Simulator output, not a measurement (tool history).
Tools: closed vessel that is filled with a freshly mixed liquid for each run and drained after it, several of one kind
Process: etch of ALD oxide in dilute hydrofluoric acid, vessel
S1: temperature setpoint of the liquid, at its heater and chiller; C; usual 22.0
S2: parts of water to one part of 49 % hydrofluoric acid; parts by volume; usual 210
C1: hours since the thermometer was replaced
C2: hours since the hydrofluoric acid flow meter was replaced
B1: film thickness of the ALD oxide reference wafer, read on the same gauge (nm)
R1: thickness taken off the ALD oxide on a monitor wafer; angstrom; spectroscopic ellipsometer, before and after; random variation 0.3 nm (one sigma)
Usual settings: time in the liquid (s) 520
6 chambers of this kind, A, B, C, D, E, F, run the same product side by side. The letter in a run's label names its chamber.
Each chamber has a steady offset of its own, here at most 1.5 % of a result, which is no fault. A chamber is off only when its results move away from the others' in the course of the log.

-- hour=0.2 chamber B: thermometer replaced
run 1A hour=5.7 | S1=22.0 S2=210 time_in_the_liquid_(s)=520 | C1=793.8 C2=1621.7 | B1=119.99 | R1=354.63
run 2C hour=11.5 | S1=22.0 S2=210 time_in_the_liquid_(s)=520 | C1=1793.3 C2=292.1 | B1=120.04 | R1=346.21
run 3D hour=16.1 | S1=22.0 S2=210 time_in_the_liquid_(s)=520 | C1=1341.9 C2=2117.0 | B1=120.00 | R1=353.26
run 4F hour=22.0 | S1=22.0 S2=210 time_in_the_liquid_(s)=520 | C1=914.8 C2=956.1 | B1=119.97 | R1=350.65
run 5B hour=25.7 | S1=25.0 S2=125 time_in_the_liquid_(s)=520 | C1=25.5 C2=955.5 | B1=120.00 | R1=722.05
run 6E hour=28.8 | S1=25.0 S2=125 time_in_the_liquid_(s)=520 | C1=307.8 C2=197.6 | B1=120.03 | R1=751.86
run 7D hour=33.0 | S1=25.0 S2=125 time_in_the_liquid_(s)=520 | C1=1358.8 C2=2133.9 | B1=119.96 | R1=731.77
run 8F hour=36.2 | S1=25.0 S2=125 time_in_the_liquid_(s)=520 | C1=929.0 C2=970.3 | B1=119.98 | R1=719.47
run 9B hour=40.7 | S1=25.0 S2=125 time_in_the_liquid_(s)=520 | C1=40.5 C2=970.5 | B1=120.00 | R1=727.12
run 10A hour=46.5 | S1=25.0 S2=125 time_in_the_liquid_(s)=520 | C1=834.6 C2=1662.5 | B1=119.98 | R1=722.12
-- hour=50.9 chamber F: hydrofluoric acid flow meter replaced
run 11E hour=51.4 | S1=22.0 S2=210 time_in_the_liquid_(s)=520 | C1=330.4 C2=220.2 | B1=120.02 | R1=358.12
run 12C hour=55.9 | S1=22.0 S2=210 time_in_the_liquid_(s)=520 | C1=1837.7 C2=336.5 | B1=120.00 | R1=352.76
run 13B hour=61.6 | S1=22.0 S2=295 time_in_the_liquid_(s)=520 | C1=61.4 C2=991.4 | B1=120.03 | R1=235.16
run 14C hour=66.5 | S1=22.0 S2=295 time_in_the_liquid_(s)=520 | C1=1848.3 C2=347.1 | B1=120.01 | R1=225.30
run 15A hour=71.5 | S1=22.0 S2=295 time_in_the_liquid_(s)=520 | C1=859.6 C2=1687.5 | B1=119.99 | R1=228.51
run 16F hour=77.2 | S1=22.0 S2=295 time_in_the_liquid_(s)=520 | C1=970.0 C2=26.3 | B1=120.02 | R1=230.19
run 17E hour=83.1 | S1=22.0 S2=295 time_in_the_liquid_(s)=520 | C1=362.1 C2=251.9 | B1=119.96 | R1=237.83
run 18D hour=86.9 | S1=22.0 S2=295 time_in_the_liquid_(s)=520 | C1=1412.7 C2=2187.8 | B1=119.99 | R1=229.70
run 19E hour=89.8 | S1=22.0 S2=210 time_in_the_liquid_(s)=520 | C1=368.8 C2=258.6 | B1=119.96 | R1=360.09
run 20C hour=93.8 | S1=22.0 S2=210 time_in_the_liquid_(s)=520 | C1=1875.6 C2=374.4 | B1=119.99 | R1=349.85
run 21B hour=99.6 | S1=18.0 S2=210 time_in_the_liquid_(s)=735 | C1=99.4 C2=1029.4 | B1=119.98 | R1=431.83
run 22F hour=104.6 | S1=18.0 S2=210 time_in_the_liquid_(s)=735 | C1=997.4 C2=53.7 | B1=120.02 | R1=423.69
run 23D hour=108.4 | S1=18.0 S2=210 time_in_the_liquid_(s)=735 | C1=1434.2 C2=2209.3 | B1=120.02 | R1=427.50
run 24A hour=113.5 | S1=18.0 S2=210 time_in_the_liquid_(s)=735 | C1=901.6 C2=1729.5 | B1=120.03 | R1=409.68
run 25F hour=118.8 | S1=18.0 S2=210 time_in_the_liquid_(s)=735 | C1=1011.6 C2=67.9 | B1=119.97 | R1=421.28
run 26E hour=122.9 | S1=18.0 S2=210 time_in_the_liquid_(s)=735 | C1=401.9 C2=291.7 | B1=119.96 | R1=433.51
run 27B hour=125.5 | S1=22.0 S2=210 time_in_the_liquid_(s)=520 | C1=125.3 C2=1055.3 | B1=120.03 | R1=355.28
run 28C hour=131.6 | S1=22.0 S2=210 time_in_the_liquid_(s)=520 | C1=1913.4 C2=412.2 | B1=120.04 | R1=347.47
run 29A hour=136.6 | S1=22.0 S2=210 time_in_the_liquid_(s)=520 | C1=924.7 C2=1752.6 | B1=120.00 | R1=344.08
run 30D hour=140.5 | S1=22.0 S2=210 time_in_the_liquid_(s)=520 | C1=1466.3 C2=2241.4 | B1=119.99 | R1=356.35
run 31A hour=146.5 | S1=22.0 S2=210 time_in_the_liquid_(s)=520 | C1=934.6 C2=1762.5 | B1=119.99 | R1=339.67
run 32B hour=150.7 | S1=22.0 S2=210 time_in_the_liquid_(s)=520 | C1=150.5 C2=1080.5 | B1=120.00 | R1=355.08
run 33D hour=155.2 | S1=20.5 S2=305 time_in_the_liquid_(s)=520 | C1=1481.0 C2=2256.1 | B1=119.99 | R1=209.85
run 34F hour=160.5 | S1=20.5 S2=305 time_in_the_liquid_(s)=520 | C1=1053.3 C2=109.6 | B1=119.98 | R1=209.48
run 35C hour=165.8 | S1=20.5 S2=305 time_in_the_liquid_(s)=520 | C1=1947.6 C2=446.4 | B1=119.99 | R1=205.74
run 36E hour=169.6 | S1=20.5 S2=305 time_in_the_liquid_(s)=520 | C1=448.6 C2=338.4 | B1=120.01 | R1=211.95
run 37B hour=173.6 | S1=20.5 S2=305 time_in_the_liquid_(s)=520 | C1=173.4 C2=1103.4 | B1=120.02 | R1=212.48
run 38A hour=177.5 | S1=20.5 S2=305 time_in_the_liquid_(s)=520 | C1=965.6 C2=1793.5 | B1=119.96 | R1=201.63
run 39F hour=183.0 | S1=22.0 S2=210 time_in_the_liquid_(s)=520 | C1=1075.8 C2=132.1 | B1=119.98 | R1=351.18
run 40E hour=185.9 | S1=22.0 S2=210 time_in_the_liquid_(s)=520 | C1=464.9 C2=354.7 | B1=120.00 | R1=359.94
run 41C hour=188.9 | S1=22.0 S2=210 time_in_the_liquid_(s)=520 | C1=1970.7 C2=469.5 | B1=120.01 | R1=350.52
run 42D hour=191.6 | S1=22.0 S2=210 time_in_the_liquid_(s)=520 | C1=1517.4 C2=2292.5 | B1=120.01 | R1=361.62
run 43D hour=195.4 | S1=22.0 S2=145 time_in_the_liquid_(s)=520 | C1=1521.2 C2=2296.3 | B1=120.06 | R1=541.79

All 6 chambers run these settings next. Forecast each chamber's results:
run 44A hour=199.7 | S1=19.0 S2=210 time_in_the_liquid_(s)=520 | R1=?
run 44B hour=199.7 | S1=19.0 S2=210 time_in_the_liquid_(s)=520 | R1=?
run 44C hour=199.7 | S1=19.0 S2=210 time_in_the_liquid_(s)=520 | R1=?
run 44D hour=199.7 | S1=19.0 S2=210 time_in_the_liquid_(s)=520 | R1=?
run 44E hour=199.7 | S1=19.0 S2=210 time_in_the_liquid_(s)=520 | R1=?
run 44F hour=199.7 | S1=19.0 S2=210 time_in_the_liquid_(s)=520 | R1=?

run=44A R1=301.68
run=44B R1=317.05
run=44C R1=311.70
run=44D R1=319.70
run=44E R1=318.84
run=44F R1=314.32
